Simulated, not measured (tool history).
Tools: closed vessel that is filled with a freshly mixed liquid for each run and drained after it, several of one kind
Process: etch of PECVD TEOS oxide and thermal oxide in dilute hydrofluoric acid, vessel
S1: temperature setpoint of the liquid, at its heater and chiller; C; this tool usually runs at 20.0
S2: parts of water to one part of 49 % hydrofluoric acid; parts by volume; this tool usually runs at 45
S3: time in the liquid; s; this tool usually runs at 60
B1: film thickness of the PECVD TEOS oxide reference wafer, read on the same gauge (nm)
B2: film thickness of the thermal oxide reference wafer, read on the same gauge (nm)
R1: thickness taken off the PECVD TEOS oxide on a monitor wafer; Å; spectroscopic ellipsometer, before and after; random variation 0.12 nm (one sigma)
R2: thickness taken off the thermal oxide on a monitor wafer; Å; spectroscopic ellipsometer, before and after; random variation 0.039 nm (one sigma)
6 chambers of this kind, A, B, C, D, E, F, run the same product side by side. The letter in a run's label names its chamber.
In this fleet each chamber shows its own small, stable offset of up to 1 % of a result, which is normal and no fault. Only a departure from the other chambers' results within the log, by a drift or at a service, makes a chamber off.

run	day	S1	S2	S3	B1	B2	R1	R2
1A	0.238	20.0	45	60	109.99	30.056	211.95	54.106
2B	0.546	20.0	45	60	110.01	29.983	213.75	54.655
3E	0.800	20.0	45	60	110.01	29.968	214.44	54.037
4D	1.104	20.0	45	60	109.97	30.008	210.89	53.901
5F	1.488	20.0	45	60	109.98	29.991	214.21	54.520
6C	1.867	20.0	45	60	110.01	30.036	214.71	53.478
7D	2.096	20.0	45	60	110.01	29.982	215.22	53.713
8C	2.283	24.5	45	60	110.00	30.001	258.54	65.330
9B	2.554	24.5	45	60	109.97	30.010	256.25	64.771
10E	2.842	24.5	45	60	109.98	29.999	256.65	65.566
11F	3.196	24.5	45	60	110.01	30.007	251.48	65.932
12A	3.429	24.5	45	60	110.05	29.988	259.74	65.699
13A	3.646	24.5	45	60	110.03	30.034	259.47	65.478
14E	3.917	20.0	45	60	110.00	30.013	212.78	54.594
15F	4.292	20.0	55	60	109.96	30.034	172.61	44.280
16D	4.567	20.0	55	60	110.00	29.983	171.32	44.699
17C	4.946	20.0	55	60	109.98	29.971	172.51	43.080
18B	5.162	20.0	55	60	109.94	29.996	172.48	44.121
19B	5.475	20.0	55	60	109.99	29.991	170.50	44.165
20C	5.671	20.0	55	60	110.01	29.992	173.32	43.712
21A	6.038	20.0	45	60	109.95	30.038	214.32	54.265
22F	6.267	20.0	45	60	109.96	29.973	210.59	54.722
23D	6.450	22.5	45	75	109.96	30.000	294.15	74.735
24E	6.821	22.5	45	75	109.97	29.988	294.56	74.675
25C	7.188	22.5	45	75	109.99	29.982	298.13	75.123
26D	7.492	22.5	45	75	109.98	30.022	294.28	75.108
27A	7.829	22.5	45	75	110.00	30.017	296.09	74.512
28B	8.046	22.5	45	75	110.01	30.036	293.67	74.443
29E	8.304	20.0	45	60	109.97	29.961	213.44	54.427
30F	8.479	20.0	45	40	109.99	29.995	140.35	36.139
31A	8.658	20.0	45	40	109.97	29.986	141.53	36.475
32E	8.825	20.0	45	40	110.02	29.997	142.39	36.281
33B	9.079	20.0	45	40	110.00	30.007	140.36	36.299
34F	9.283	20.0	45	40	109.97	30.051	141.53	36.301
35D	9.667	20.0	45	40	109.99	29.992	142.06	36.587
36C	9.942	20.0	45	60	109.99	29.969	215.71	54.842
# day 10.108: chamber D: thermometer replaced
37B	10.279	20.0	45	60	110.00	30.010	211.89	53.098
38D	10.617	24.5	30	60	109.97	30.046	394.41	100.030
# day 10.650: chamber C: thermometer replaced
39E	10.979	24.5	30	60	110.00	29.995	390.12	99.228
40C	11.192	24.5	30	60	109.99	30.034	394.30	100.630

Next, every chamber runs the same settings. What will each give?
41A	11.467	20.0	45	60			?	?
41B	11.467	20.0	45	60			?	?
41C	11.467	20.0	45	60			?	?
41D	11.467	20.0	45	60			?	?
41E	11.467	20.0	45	60			?	?
41F	11.467	20.0	45	60			?	?

run	R1	R2
41A	213.75	54.556
41B	211.57	54.221
41C	212.65	53.809
41D	212.32	53.852
41E	212.56	54.604
41F	214.20	55.161

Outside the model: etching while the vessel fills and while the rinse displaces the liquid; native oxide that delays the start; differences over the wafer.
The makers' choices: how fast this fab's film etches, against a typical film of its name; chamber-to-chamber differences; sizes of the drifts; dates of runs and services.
